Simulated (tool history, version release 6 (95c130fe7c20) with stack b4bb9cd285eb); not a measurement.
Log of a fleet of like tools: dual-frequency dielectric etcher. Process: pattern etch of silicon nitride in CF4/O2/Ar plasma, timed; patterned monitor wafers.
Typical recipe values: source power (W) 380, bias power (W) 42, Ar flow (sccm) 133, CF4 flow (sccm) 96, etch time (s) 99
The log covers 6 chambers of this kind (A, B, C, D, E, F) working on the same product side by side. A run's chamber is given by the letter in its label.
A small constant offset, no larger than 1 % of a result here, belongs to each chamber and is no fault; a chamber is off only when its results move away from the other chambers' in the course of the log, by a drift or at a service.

run	hour	source power (W)	bias power (W)	Ar flow (sccm)	CF4 flow (sccm)	etch time (s)	read-back reference wafer on the same gauge, depth_nm	mean etch depth across the wafer (Å)
1C	3.9	380	42	133	96	99	106.91	1340.7
2F	5.9	380	42	133	96	99	106.94	1323.2
3D	8.5	380	42	133	96	99	106.71	1327.4
4B	10.7	380	42	133	96	99	106.98	1324.3
5E	14.7	380	42	133	96	99	106.86	1324.7
6A	18.3	380	42	133	96	99	106.98	1310.1
7D	21.0	380	42	133	96	99	107.06	1332.6
8A	25.0	380	42	133	96	99	106.90	1329.5
# hour 27.8: chamber B: wet clean of the chamber
9E	28.6	380	42	133	96	99	107.07	1329.3
10C	32.2	380	42	133	96	99	106.96	1314.9
11F	35.5	380	42	133	96	99	106.85	1313.4
12B	38.2	380	42	133	96	99	106.81	1307.4
13F	40.7	380	42	133	96	99	106.93	1333.5
14E	44.4	380	42	133	96	99	107.02	1347.2
15C	47.2	380	42	133	96	99	107.00	1317.6
16D	49.8	380	42	133	96	99	106.91	1333.7
17A	53.1	380	42	133	96	99	107.03	1320.0
18B	55.3	380	42	133	96	99	107.07	1324.1
19F	59.0	380	42	133	96	99	106.98	1325.7
20E	61.0	340	42	133	96	99	106.92	1234.3
21B	63.7	340	42	133	96	99	107.00	1198.8
22C	65.9	340	42	133	96	99	107.10	1207.4
23A	69.4	340	42	133	96	99	106.95	1200.0
24D	73.6	340	42	133	96	99	107.11	1222.0
25E	76.3	340	42	133	96	99	107.07	1241.8
26B	78.7	380	42	133	96	99	106.84	1305.9
27F	81.0	380	42	133	96	99	107.01	1328.2
28C	84.8	380	42	133	96	99	107.11	1326.1
29D	87.9	380	42	133	96	99	107.08	1327.9
30A	91.9	380	42	133	96	99	106.79	1323.3
31C	93.9	380	42	133	96	99	107.03	1327.8
32D	96.2	380	42	133	96	99	107.13	1338.2
33E	99.3	380	50	133	96	99	107.12	1484.2
34A	101.3	380	50	133	96	99	107.08	1425.7
35B	103.3	380	50	133	96	99	107.03	1404.2
36F	106.3	380	50	133	96	99	106.98	1432.1
37A	110.2	380	50	133	96	99	107.10	1421.7
38F	113.6	380	50	133	96	99	106.72	1403.0

Has any chamber moved away from the others, gradually or after a service, or does the common gauge drift, or do the chambers differ only by their own small steady offsets? State the chamber and the most likely cause if one applies.

Chamber E drifts away from the others.
Likeliest cause: source power that arrives over what is set, % = 4.46.
With only this log, it may be confused with: etch rate over this chamber's usual, %.

Here are 4 candidates for chamber E's next run, each the usual settings with a change, their results left as question marks. Which one brings its results back in line with what the others give on the usual settings?
In line here means within this much of the mean the other chambers give on the usual settings: mean etch depth across the wafer (Å) 30.0
39E-1	116.6	380	42	133	96	95.5		?
39E-2	116.6	380	46	133	100	99.0		?
39E-3	116.6	380	43	132	97	106.0		?
39E-4	116.6	350	41	134	95	99.0		?

Usual-settings mean across the other chambers: mean etch depth across the wafer (Å) 1322.5
run	mean etch depth across the wafer (Å)
39E-1	1332.7
39E-2	1438.8
39E-3	1496.3
39E-4	1270.0
39E-1 brings the chamber back in line.

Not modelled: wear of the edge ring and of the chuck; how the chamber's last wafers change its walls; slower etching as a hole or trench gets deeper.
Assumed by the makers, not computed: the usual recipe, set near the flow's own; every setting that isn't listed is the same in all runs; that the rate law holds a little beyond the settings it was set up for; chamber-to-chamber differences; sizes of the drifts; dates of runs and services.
